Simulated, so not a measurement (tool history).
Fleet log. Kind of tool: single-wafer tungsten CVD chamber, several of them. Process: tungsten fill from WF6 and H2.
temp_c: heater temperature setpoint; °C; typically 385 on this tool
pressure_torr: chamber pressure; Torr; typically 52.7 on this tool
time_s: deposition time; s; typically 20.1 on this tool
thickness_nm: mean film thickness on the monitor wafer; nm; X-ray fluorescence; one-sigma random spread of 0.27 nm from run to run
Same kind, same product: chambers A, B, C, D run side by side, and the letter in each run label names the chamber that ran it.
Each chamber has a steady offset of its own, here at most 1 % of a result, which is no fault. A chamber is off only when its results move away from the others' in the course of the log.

run,day,temp_c,pressure_torr,time_s,"read-back reference wafer on the same gauge, thickness_nm",thickness_nm
1B,0.421,385,52.7,20.1,61.789,57.133
2A,1.004,385,52.7,20.1,61.809,57.489
3D,1.408,385,52.7,20.1,61.794,56.477
4C,1.875,385,52.7,20.1,61.776,57.053
5B,2.175,385,52.7,20.1,61.790,57.046
6C,2.721,385,52.7,20.1,61.821,57.046
7D,3.062,391,52.7,18.4,61.758,58.257
8A,3.383,391,52.7,18.4,61.769,58.706
9C,3.738,391,52.7,18.4,61.778,58.976
10D,4.146,391,52.7,18.4,61.775,58.058
11A,4.588,385,52.7,20.1,61.854,57.340
12B,5.092,385,52.7,20.1,61.814,57.248
13B,5.617,385,46.1,20.1,61.815,53.942
14A,6.042,385,46.1,20.1,61.783,53.804
15D,6.567,385,46.1,20.1,61.751,53.377
16C,7.071,385,46.1,20.1,61.767,53.598
17B,7.633,385,52.7,20.1,61.845,57.296
18C,8.192,385,52.7,20.1,61.855,57.178
19A,8.725,385,52.7,20.1,61.798,57.314
20D,9.129,385,52.7,20.1,61.823,56.669
21B,9.408,385,52.7,20.1,61.828,57.090
22C,9.838,379,47.2,20.1,61.803,47.946
23A,10.154,379,47.2,20.1,61.811,48.046
24D,10.558,379,47.2,20.1,61.847,47.639
25B,10.875,379,47.2,20.1,61.814,48.067
26D,11.167,385,52.7,20.1,61.789,56.469
27A,11.583,385,58.6,20.1,61.808,60.385
28C,11.862,385,58.6,20.1,61.797,59.533
29A,12.379,385,58.6,20.1,61.816,60.676
30D,12.888,385,58.6,20.1,61.773,58.759
31C,13.396,385,52.7,20.1,61.760,56.732
32B,13.883,385,52.7,22.0,61.753,62.571
33A,14.292,385,52.7,22.0,61.748,64.087
34B,14.821,385,52.7,22.0,61.843,62.411
35D,15.388,385,52.7,22.0,61.768,61.742
36C,15.688,370,61.8,20.1,61.797,44.837
37C,16.204,370,61.8,20.1,61.861,45.179
38B,16.638,370,61.8,20.1,61.801,44.519
39D,16.896,370,61.8,20.1,61.825,44.682
40A,17.233,385,52.7,20.1,61.808,58.579
41B,17.492,385,52.7,20.1,61.898,57.177
42C,18.025,385,52.7,22.8,61.828,65.032
43D,18.375,385,52.7,22.8,61.754,64.128
44A,18.804,385,52.7,22.8,61.814,66.642

Is one chamber out of step, is the gauge drifting, or do the chambers differ by no more than their own small offsets? For an off chamber, give its letter and the likeliest cause.

Chamber A drifts away from the others.
Likeliest cause: wafer temperature above the value expected at the setpoint (K) = 1.36.
It could be hard to tell apart here from: true pressure above the setpoint (%).

Below are 4 candidate recipes for chamber A's next run, each the usual settings with a change, their results shown as question marks. Which of them brings A's results back in line with what the other chambers give on the usual settings?
Counts as in line when no further than this from what the other chambers average on the usual settings: thickness_nm 0.950 nm
45A-1,19.221,383,52.0,19.7,,?
45A-2,19.221,386,52.7,20.3,,?
45A-3,19.221,388,53.6,20.1,,?
45A-4,19.221,385,48.8,20.1,,?

Usual-settings mean across the other chambers: thickness_nm 56.853 nm
run,thickness_nm
45A-1,55.166
45A-2,60.730
45A-3,63.037
45A-4,56.931
45A-4 is the one that brings the chamber's results back in line with the other chambers.
